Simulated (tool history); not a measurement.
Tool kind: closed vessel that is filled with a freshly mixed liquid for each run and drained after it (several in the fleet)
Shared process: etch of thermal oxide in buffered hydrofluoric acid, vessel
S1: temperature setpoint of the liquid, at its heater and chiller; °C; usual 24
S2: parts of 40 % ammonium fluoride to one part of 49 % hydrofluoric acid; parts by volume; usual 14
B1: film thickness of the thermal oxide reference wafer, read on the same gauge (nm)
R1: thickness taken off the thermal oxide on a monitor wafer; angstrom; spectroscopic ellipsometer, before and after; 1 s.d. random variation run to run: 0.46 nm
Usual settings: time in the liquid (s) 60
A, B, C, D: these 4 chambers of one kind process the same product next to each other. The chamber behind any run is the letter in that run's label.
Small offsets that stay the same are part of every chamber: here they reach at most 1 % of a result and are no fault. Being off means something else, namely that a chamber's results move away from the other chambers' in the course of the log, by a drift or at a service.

{"run": "1B", "hour": 7.5, "S1": 24, "S2": 14, "time in the liquid (s)": 60, "B1": 49.995, "R1": 496.96}
{"run": "2A", "hour": 13.1, "S1": 24, "S2": 14, "time in the liquid (s)": 60, "B1": 49.998, "R1": 497.05}
{"run": "3D", "hour": 24.0, "S1": 24, "S2": 14, "time in the liquid (s)": 60, "B1": 49.978, "R1": 511.38}
{"run": "4C", "hour": 33.3, "S1": 24, "S2": 14, "time in the liquid (s)": 60, "B1": 49.925, "R1": 500.72}
{"run": "5B", "hour": 42.0, "S1": 24, "S2": 14, "time in the liquid (s)": 60, "B1": 49.996, "R1": 509.14}
{"run": "6D", "hour": 51.2, "S1": 24, "S2": 14, "time in the liquid (s)": 60, "B1": 49.996, "R1": 518.29}
{"run": "7A", "hour": 58.6, "S1": 24, "S2": 14, "time in the liquid (s)": 30, "B1": 50.014, "R1": 251.33}
{"run": "8C", "hour": 68.1, "S1": 24, "S2": 14, "time in the liquid (s)": 30, "B1": 50.018, "R1": 251.06}
{"hour": 74.4, "done": "chamber C: thermometer replaced"}
{"run": "9A", "hour": 75.9, "S1": 24, "S2": 14, "time in the liquid (s)": 30, "B1": 49.969, "R1": 249.26}
{"run": "10B", "hour": 81.8, "S1": 24, "S2": 14, "time in the liquid (s)": 30, "B1": 50.009, "R1": 259.85}
{"run": "11C", "hour": 91.5, "S1": 24, "S2": 14, "time in the liquid (s)": 45, "B1": 50.017, "R1": 379.64}
{"run": "12D", "hour": 102.3, "S1": 24, "S2": 14, "time in the liquid (s)": 45, "B1": 50.028, "R1": 379.38}
{"run": "13A", "hour": 108.5, "S1": 24, "S2": 14, "time in the liquid (s)": 45, "B1": 50.051, "R1": 378.08}
{"run": "14C", "hour": 117.4, "S1": 24, "S2": 14, "time in the liquid (s)": 45, "B1": 50.003, "R1": 378.98}
{"run": "15B", "hour": 126.7, "S1": 24, "S2": 14, "time in the liquid (s)": 60, "B1": 50.017, "R1": 524.94}
{"run": "16D", "hour": 136.7, "S1": 24, "S2": 14, "time in the liquid (s)": 60, "B1": 50.045, "R1": 517.13}
{"hour": 145.2, "done": "chamber D: hydrofluoric acid flow meter replaced"}
{"run": "17D", "hour": 145.3, "S1": 24, "S2": 14, "time in the liquid (s)": 60, "B1": 50.023, "R1": 509.15}
{"run": "18B", "hour": 152.9, "S1": 24, "S2": 14, "time in the liquid (s)": 60, "B1": 49.996, "R1": 543.07}
{"run": "19A", "hour": 161.2, "S1": 24, "S2": 14, "time in the liquid (s)": 60, "B1": 49.962, "R1": 499.2}
{"run": "20C", "hour": 169.4, "S1": 24, "S2": 14, "time in the liquid (s)": 60, "B1": 49.954, "R1": 503.16}
{"run": "21C", "hour": 179.5, "S1": 24, "S2": 14, "time in the liquid (s)": 60, "B1": 49.968, "R1": 502.14}
{"run": "22A", "hour": 186.6, "S1": 24, "S2": 14, "time in the liquid (s)": 60, "B1": 49.993, "R1": 503.05}
{"run": "23D", "hour": 194.3, "S1": 21, "S2": 12, "time in the liquid (s)": 60, "B1": 49.973, "R1": 497.85}
{"run": "24B", "hour": 201.5, "S1": 21, "S2": 12, "time in the liquid (s)": 60, "B1": 49.983, "R1": 536.44}
{"run": "25C", "hour": 212.0, "S1": 21, "S2": 12, "time in the liquid (s)": 60, "B1": 50.005, "R1": 490.78}
{"run": "26A", "hour": 221.4, "S1": 21, "S2": 12, "time in the liquid (s)": 60, "B1": 49.993, "R1": 494.61}
{"run": "27D", "hour": 226.9, "S1": 24, "S2": 14, "time in the liquid (s)": 60, "B1": 50.033, "R1": 514.96}
{"run": "28B", "hour": 237.1, "S1": 24, "S2": 14, "time in the liquid (s)": 60, "B1": 49.957, "R1": 554.82}
{"run": "29A", "hour": 248.0, "S1": 24, "S2": 14, "time in the liquid (s)": 60, "B1": 49.997, "R1": 513.07}
{"run": "30B", "hour": 259.5, "S1": 24, "S2": 14, "time in the liquid (s)": 60, "B1": 49.989, "R1": 565.31}
{"run": "31C", "hour": 270.0, "S1": 24, "S2": 14, "time in the liquid (s)": 60, "B1": 49.963, "R1": 507.22}
{"run": "32D", "hour": 280.8, "S1": 24, "S2": 9.5, "time in the liquid (s)": 30, "B1": 50.02, "R1": 364.21}
{"run": "33A", "hour": 287.3, "S1": 24, "S2": 9.5, "time in the liquid (s)": 30, "B1": 50.013, "R1": 356.85}
{"run": "34B", "hour": 293.2, "S1": 24, "S2": 9.5, "time in the liquid (s)": 30, "B1": 50.01, "R1": 413.74}
{"run": "35C", "hour": 299.1, "S1": 24, "S2": 9.5, "time in the liquid (s)": 30, "B1": 49.996, "R1": 361.03}

Next, every chamber runs the same settings. What will each give?
{"run": "36A", "hour": 307.5, "S1": 24, "S2": 14, "time in the liquid (s)": 60, "R1": "?"}
{"run": "36B", "hour": 307.5, "S1": 24, "S2": 14, "time in the liquid (s)": 60, "R1": "?"}
{"run": "36C", "hour": 307.5, "S1": 24, "S2": 14, "time in the liquid (s)": 60, "R1": "?"}
{"run": "36D", "hour": 307.5, "S1": 24, "S2": 14, "time in the liquid (s)": 60, "R1": "?"}

run=36A R1=502.14
run=36B R1=578.18
run=36C R1=503.1
run=36D R1=512.23

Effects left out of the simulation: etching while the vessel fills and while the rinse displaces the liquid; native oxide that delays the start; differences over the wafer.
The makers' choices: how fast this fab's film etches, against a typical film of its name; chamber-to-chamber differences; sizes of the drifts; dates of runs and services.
